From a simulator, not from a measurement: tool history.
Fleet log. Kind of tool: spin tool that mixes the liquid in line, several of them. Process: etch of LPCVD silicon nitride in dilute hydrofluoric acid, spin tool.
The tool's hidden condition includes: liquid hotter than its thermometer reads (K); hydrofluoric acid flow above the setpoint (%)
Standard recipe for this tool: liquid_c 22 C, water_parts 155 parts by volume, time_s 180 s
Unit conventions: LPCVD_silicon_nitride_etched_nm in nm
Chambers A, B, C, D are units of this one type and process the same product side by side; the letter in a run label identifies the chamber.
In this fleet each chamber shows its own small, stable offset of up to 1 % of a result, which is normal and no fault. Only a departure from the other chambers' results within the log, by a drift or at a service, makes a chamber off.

| run | hour | liquid_c | water_parts | time_s | hours since the thermometer was replaced | hours since the hydrofluoric acid flow meter was replaced | read-back film thickness of the LPCVD silicon nitride reference wafer, read on the same gauge (nm) | LPCVD_silicon_nitride_etched_nm |
|---|---|---|---|---|---|---|---|---|
| 1C | 4.9 | 22 | 155 | 180 | 2101.6 | 504.1 | 60.004 | 0.5491 |
| 2D | 10.6 | 22 | 155 | 180 | 822.3 | 1758.9 | 59.988 | 0.39604 |
| 3A | 15.8 | 22 | 155 | 180 | 1201.6 | 161.6 | 60.027 | 0.49226 |
| 4B | 19.5 | 22 | 155 | 180 | 1277.1 | 309.4 | 59.998 | 0.47379 |
| 5B | 22.3 | 22 | 155 | 180 | 1279.9 | 312.2 | 60.031 | 0.52198 |
| 6A | 26.6 | 22 | 155 | 180 | 1212.4 | 172.4 | 59.993 | 0.47337 |
| 7D | 32.4 | 22 | 155 | 180 | 844.1 | 1780.7 | 59.985 | 0.48728 |
| 8C | 36.5 | 22 | 155 | 180 | 2133.2 | 535.7 | 59.987 | 0.4718 |
| 9B | 41 | 22 | 155 | 180 | 1298.6 | 330.9 | 59.96 | 0.51641 |
| 10A | 44.3 | 22 | 155 | 180 | 1230.1 | 190.1 | 59.971 | 0.46542 |
| 11C | 48.3 | 22 | 155 | 180 | 2145 | 547.5 | 59.969 | 0.47817 |
| 12D | 52.5 | 22 | 155 | 180 | 864.2 | 1800.8 | 60.002 | 0.49993 |
| 13D | 58.1 | 22 | 155 | 180 | 869.8 | 1806.4 | 59.984 | 0.49652 |
| 14A | 62.4 | 22 | 155 | 180 | 1248.2 | 208.2 | 59.971 | 0.51256 |
| 15C | 67 | 22 | 155 | 180 | 2163.7 | 566.2 | 60.037 | 0.48627 |
| 16B | 70.3 | 22 | 155 | 180 | 1327.9 | 360.2 | 60.019 | 0.45224 |
| 17A | 74.4 | 22 | 155 | 180 | 1260.2 | 220.2 | 60.019 | 0.52583 |
| 18D | 79.1 | 22 | 155 | 180 | 890.8 | 1827.4 | 60.018 | 0.49495 |
| 19C | 83.7 | 22 | 155 | 180 | 2180.4 | 582.9 | 59.991 | 0.52907 |
| 20B | 87.8 | 22 | 155 | 180 | 1345.4 | 377.7 | 60.007 | 0.5496 |
| 21B | 93.7 | 22 | 155 | 180 | 1351.3 | 383.6 | 60.006 | 0.48973 |
| 22C | 96.5 | 22 | 155 | 180 | 2193.2 | 595.7 | 60.016 | 0.49062 |
| 23A | 99.7 | 20.5 | 210 | 180 | 1285.5 | 245.5 | 59.93 | 0.33424 |
| 24D | 105.2 | 20.5 | 210 | 180 | 916.9 | 1853.5 | 60.024 | 0.31753 |
| 25C | 110.1 | 20.5 | 210 | 180 | 2206.8 | 609.3 | 59.969 | 0.3032 |
| 26A | 114.7 | 20.5 | 210 | 180 | 1300.5 | 260.5 | 60.012 | 0.36132 |
| 27D | 120.6 | 22 | 155 | 180 | 932.3 | 1868.9 | 60.008 | 0.49569 |
| 28B | 126 | 26 | 155 | 215 | 1383.6 | 415.9 | 60.013 | 0.75183 |
| 29B | 131 | 26 | 155 | 215 | 1388.6 | 420.9 | 59.947 | 0.72857 |
| 30A | 135.2 | 26 | 155 | 215 | 1321 | 281 | 59.977 | 0.70878 |
| 31D | 139.8 | 26 | 155 | 215 | 951.5 | 1888.1 | 59.985 | 0.6999 |
| 32C | 144.9 | 22 | 155 | 180 | 2241.6 | 644.1 | 60.022 | 0.54508 |
| 33C | 150.1 | 22 | 155 | 180 | 2246.8 | 649.3 | 59.949 | 0.50003 |
| 34A | 155 | 22 | 155 | 180 | 1340.8 | 300.8 | 60.055 | 0.49686 |
| 35D | 159.5 | 19.5 | 155 | 240 | 971.2 | 1907.8 | 59.977 | 0.47222 |

Next, all 4 chambers run the settings below, one line each with question marks for the results. What does each chamber give?
| 36A | 163.8 | 22 | 155 | 180 |  |  |  | ? |
| 36B | 163.8 | 22 | 155 | 180 |  |  |  | ? |
| 36C | 163.8 | 22 | 155 | 180 |  |  |  | ? |
| 36D | 163.8 | 22 | 155 | 180 |  |  |  | ? |

| run | LPCVD_silicon_nitride_etched_nm |
|---|---|
| 36A | 0.47492 |
| 36B | 0.50853 |
| 36C | 0.47987 |
| 36D | 0.42994 |

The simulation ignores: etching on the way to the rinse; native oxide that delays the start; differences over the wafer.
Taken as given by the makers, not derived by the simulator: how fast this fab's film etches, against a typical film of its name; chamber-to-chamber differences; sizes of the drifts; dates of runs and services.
